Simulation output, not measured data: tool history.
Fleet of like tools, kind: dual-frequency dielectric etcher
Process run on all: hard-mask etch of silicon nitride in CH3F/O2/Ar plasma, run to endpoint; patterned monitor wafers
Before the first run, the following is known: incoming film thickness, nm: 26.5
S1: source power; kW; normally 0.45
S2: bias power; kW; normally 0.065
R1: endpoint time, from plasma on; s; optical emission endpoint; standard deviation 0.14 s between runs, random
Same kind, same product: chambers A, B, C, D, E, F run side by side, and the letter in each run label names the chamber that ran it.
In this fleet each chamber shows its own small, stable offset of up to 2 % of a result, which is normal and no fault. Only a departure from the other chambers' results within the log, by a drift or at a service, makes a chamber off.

run 1E hour=5.2 | S1=0.45 S2=0.065 | R1=37.721
run 2A hour=13.8 | S1=0.45 S2=0.065 | R1=37.969
run 3B hour=21.6 | S1=0.45 S2=0.065 | R1=37.638
run 4F hour=28.9 | S1=0.45 S2=0.065 | R1=37.58
run 5C hour=33.5 | S1=0.45 S2=0.065 | R1=37.991
run 6D hour=38.1 | S1=0.45 S2=0.065 | R1=37.599
run 7C hour=43.7 | S1=0.45 S2=0.056 | R1=39.641
-- hour=46.7 chamber B: wet clean of the chamber
run 8E hour=52.4 | S1=0.45 S2=0.056 | R1=39.643
run 9B hour=58 | S1=0.45 S2=0.056 | R1=39.61
run 10F hour=65.6 | S1=0.45 S2=0.056 | R1=39.436
run 11A hour=71.1 | S1=0.45 S2=0.056 | R1=39.778
run 12D hour=78.6 | S1=0.45 S2=0.056 | R1=39.512
run 13E hour=87.6 | S1=0.45 S2=0.065 | R1=37.527
-- hour=90.6 chamber E: wet clean of the chamber
run 14F hour=95.2 | S1=0.45 S2=0.065 | R1=37.869
run 15C hour=101.3 | S1=0.45 S2=0.065 | R1=37.514
-- hour=108 chamber C: wet clean of the chamber
run 16D hour=110.4 | S1=0.45 S2=0.065 | R1=37.762
run 17B hour=119 | S1=0.45 S2=0.065 | R1=37.421
run 18A hour=126.8 | S1=0.45 S2=0.065 | R1=37.908
run 19F hour=135.8 | S1=0.45 S2=0.054 | R1=40.091
run 20C hour=143.8 | S1=0.45 S2=0.054 | R1=39.997
run 21D hour=151.2 | S1=0.45 S2=0.054 | R1=40.231
run 22B hour=157.1 | S1=0.45 S2=0.054 | R1=40.096
run 23A hour=166.5 | S1=0.45 S2=0.054 | R1=40.161
run 24E hour=173.4 | S1=0.45 S2=0.054 | R1=39.86
run 25A hour=177.6 | S1=0.45 S2=0.065 | R1=37.765
run 26C hour=182.6 | S1=0.45 S2=0.065 | R1=37.665
run 27F hour=190.6 | S1=0.35 S2=0.065 | R1=41.893
run 28B hour=195.3 | S1=0.35 S2=0.065 | R1=41.758
run 29E hour=201.9 | S1=0.35 S2=0.065 | R1=41.409
run 30D hour=210.3 | S1=0.35 S2=0.065 | R1=41.515
run 31B hour=219 | S1=0.35 S2=0.065 | R1=41.441
run 32D hour=227.6 | S1=0.35 S2=0.065 | R1=41.638
run 33A hour=232.8 | S1=0.38 S2=0.078 | R1=37.977
run 34C hour=241.7 | S1=0.38 S2=0.078 | R1=37.973
run 35F hour=251 | S1=0.38 S2=0.078 | R1=38.448
run 36E hour=256.4 | S1=0.38 S2=0.078 | R1=37.738
run 37D hour=262.4 | S1=0.38 S2=0.078 | R1=37.722
run 38F hour=270.9 | S1=0.38 S2=0.078 | R1=38.602
run 39B hour=278.7 | S1=0.45 S2=0.07 | R1=37.048
run 40E hour=286.9 | S1=0.45 S2=0.07 | R1=36.944
run 41A hour=295.9 | S1=0.45 S2=0.07 | R1=36.932

Each of the 6 chambers runs these same settings next. Fill in every chamber's results:
run 42A hour=302.8 | S1=0.45 S2=0.065 | R1=?
run 42B hour=302.8 | S1=0.45 S2=0.065 | R1=?
run 42C hour=302.8 | S1=0.45 S2=0.065 | R1=?
run 42D hour=302.8 | S1=0.45 S2=0.065 | R1=?
run 42E hour=302.8 | S1=0.45 S2=0.065 | R1=?
run 42F hour=302.8 | S1=0.45 S2=0.065 | R1=?

run=42A R1=37.806
run=42B R1=37.816
run=42C R1=37.708
run=42D R1=37.781
run=42E R1=37.781
run=42F R1=38.696

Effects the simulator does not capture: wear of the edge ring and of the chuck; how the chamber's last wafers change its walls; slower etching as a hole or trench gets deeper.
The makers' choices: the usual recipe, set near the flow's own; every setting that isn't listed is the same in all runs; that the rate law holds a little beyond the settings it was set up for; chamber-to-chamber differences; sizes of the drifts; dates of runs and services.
